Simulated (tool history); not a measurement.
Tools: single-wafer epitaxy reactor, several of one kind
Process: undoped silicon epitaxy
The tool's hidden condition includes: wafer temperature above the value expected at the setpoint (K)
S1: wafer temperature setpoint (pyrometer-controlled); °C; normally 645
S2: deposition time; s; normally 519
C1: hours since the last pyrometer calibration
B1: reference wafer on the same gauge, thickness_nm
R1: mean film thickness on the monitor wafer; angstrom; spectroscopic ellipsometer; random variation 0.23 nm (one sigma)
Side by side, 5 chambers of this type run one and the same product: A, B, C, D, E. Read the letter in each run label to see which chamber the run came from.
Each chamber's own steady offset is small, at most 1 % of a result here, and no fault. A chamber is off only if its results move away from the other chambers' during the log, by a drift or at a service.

{"run": "1A", "day": 0.312, "S1": 645, "S2": 519, "C1": 130.0, "B1": 91.56, "R1": 779.36}
{"run": "2E", "day": 0.833, "S1": 645, "S2": 519, "C1": 1130.9, "B1": 91.667, "R1": 783.73}
{"run": "3B", "day": 1.446, "S1": 645, "S2": 519, "C1": 2353.3, "B1": 91.585, "R1": 786.66}
{"run": "4C", "day": 1.9, "S1": 645, "S2": 519, "C1": 1085.4, "B1": 91.553, "R1": 786.99}
{"run": "5D", "day": 2.321, "S1": 645, "S2": 519, "C1": 456.0, "B1": 91.588, "R1": 785.54}
{"run": "6C", "day": 2.904, "S1": 645, "S2": 565, "C1": 1109.5, "B1": 91.518, "R1": 855.34}
{"day": 3.1, "done": "chamber E: pyrometer calibrated"}
{"run": "7D", "day": 3.558, "S1": 645, "S2": 565, "C1": 485.7, "B1": 91.641, "R1": 855.97}
{"run": "8B", "day": 4.046, "S1": 645, "S2": 565, "C1": 2415.7, "B1": 91.575, "R1": 852.97}
{"run": "9E", "day": 4.738, "S1": 645, "S2": 565, "C1": 39.3, "B1": 91.608, "R1": 845.83}
{"run": "10A", "day": 5.083, "S1": 645, "S2": 565, "C1": 244.5, "B1": 91.63, "R1": 848.79}
{"run": "11D", "day": 5.75, "S1": 645, "S2": 519, "C1": 538.3, "B1": 91.621, "R1": 778.59}
{"run": "12C", "day": 6.408, "S1": 645, "S2": 519, "C1": 1193.6, "B1": 91.636, "R1": 789.47}
{"run": "13A", "day": 6.758, "S1": 640, "S2": 519, "C1": 284.7, "B1": 91.588, "R1": 696.53}
{"day": 6.979, "done": "chamber C: pyrometer calibrated"}
{"run": "14B", "day": 7.088, "S1": 640, "S2": 519, "C1": 2488.7, "B1": 91.631, "R1": 708.15}
{"run": "15E", "day": 7.633, "S1": 640, "S2": 519, "C1": 108.8, "B1": 91.564, "R1": 696.67}
{"run": "16C", "day": 8.321, "S1": 640, "S2": 519, "C1": 32.3, "B1": 91.586, "R1": 703.89}
{"day": 8.529, "done": "chamber B: pyrometer calibrated"}
{"run": "17E", "day": 8.658, "S1": 640, "S2": 519, "C1": 133.4, "B1": 91.617, "R1": 696.87}
{"run": "18A", "day": 9.15, "S1": 645, "S2": 519, "C1": 342.1, "B1": 91.611, "R1": 780.22}
{"run": "19B", "day": 9.829, "S1": 645, "S2": 519, "C1": 31.3, "B1": 91.609, "R1": 786.29}
{"run": "20D", "day": 10.212, "S1": 645, "S2": 519, "C1": 645.4, "B1": 91.58, "R1": 784.08}
{"run": "21B", "day": 10.888, "S1": 656, "S2": 519, "C1": 56.7, "B1": 91.583, "R1": 1007.4}
{"run": "22A", "day": 11.362, "S1": 656, "S2": 519, "C1": 395.2, "B1": 91.557, "R1": 997.12}
{"run": "23D", "day": 11.854, "S1": 656, "S2": 519, "C1": 684.8, "B1": 91.624, "R1": 998.93}
{"run": "24C", "day": 12.421, "S1": 656, "S2": 519, "C1": 130.7, "B1": 91.528, "R1": 1002.6}
{"run": "25E", "day": 12.996, "S1": 656, "S2": 519, "C1": 237.5, "B1": 91.584, "R1": 993.08}
{"run": "26A", "day": 13.3, "S1": 645, "S2": 519, "C1": 441.7, "B1": 91.61, "R1": 778.83}
{"run": "27B", "day": 13.938, "S1": 645, "S2": 519, "C1": 129.9, "B1": 91.623, "R1": 788.01}
{"run": "28E", "day": 14.496, "S1": 645, "S2": 519, "C1": 273.5, "B1": 91.694, "R1": 779.88}
{"run": "29D", "day": 15.171, "S1": 645, "S2": 519, "C1": 764.4, "B1": 91.544, "R1": 783.34}
{"run": "30C", "day": 15.738, "S1": 645, "S2": 519, "C1": 210.3, "B1": 91.665, "R1": 786.82}

For the next run the whole fleet of 5 chambers uses the same settings. Give each chamber's results:
{"run": "31A", "day": 16.238, "S1": 645, "S2": 519, "R1": "?"}
{"run": "31B", "day": 16.238, "S1": 645, "S2": 519, "R1": "?"}
{"run": "31C", "day": 16.238, "S1": 645, "S2": 519, "R1": "?"}
{"run": "31D", "day": 16.238, "S1": 645, "S2": 519, "R1": "?"}
{"run": "31E", "day": 16.238, "S1": 645, "S2": 519, "R1": "?"}

run=31A R1=779.83
run=31B R1=789.60
run=31C R1=789.32
run=31D R1=785.22
run=31E R1=781.97

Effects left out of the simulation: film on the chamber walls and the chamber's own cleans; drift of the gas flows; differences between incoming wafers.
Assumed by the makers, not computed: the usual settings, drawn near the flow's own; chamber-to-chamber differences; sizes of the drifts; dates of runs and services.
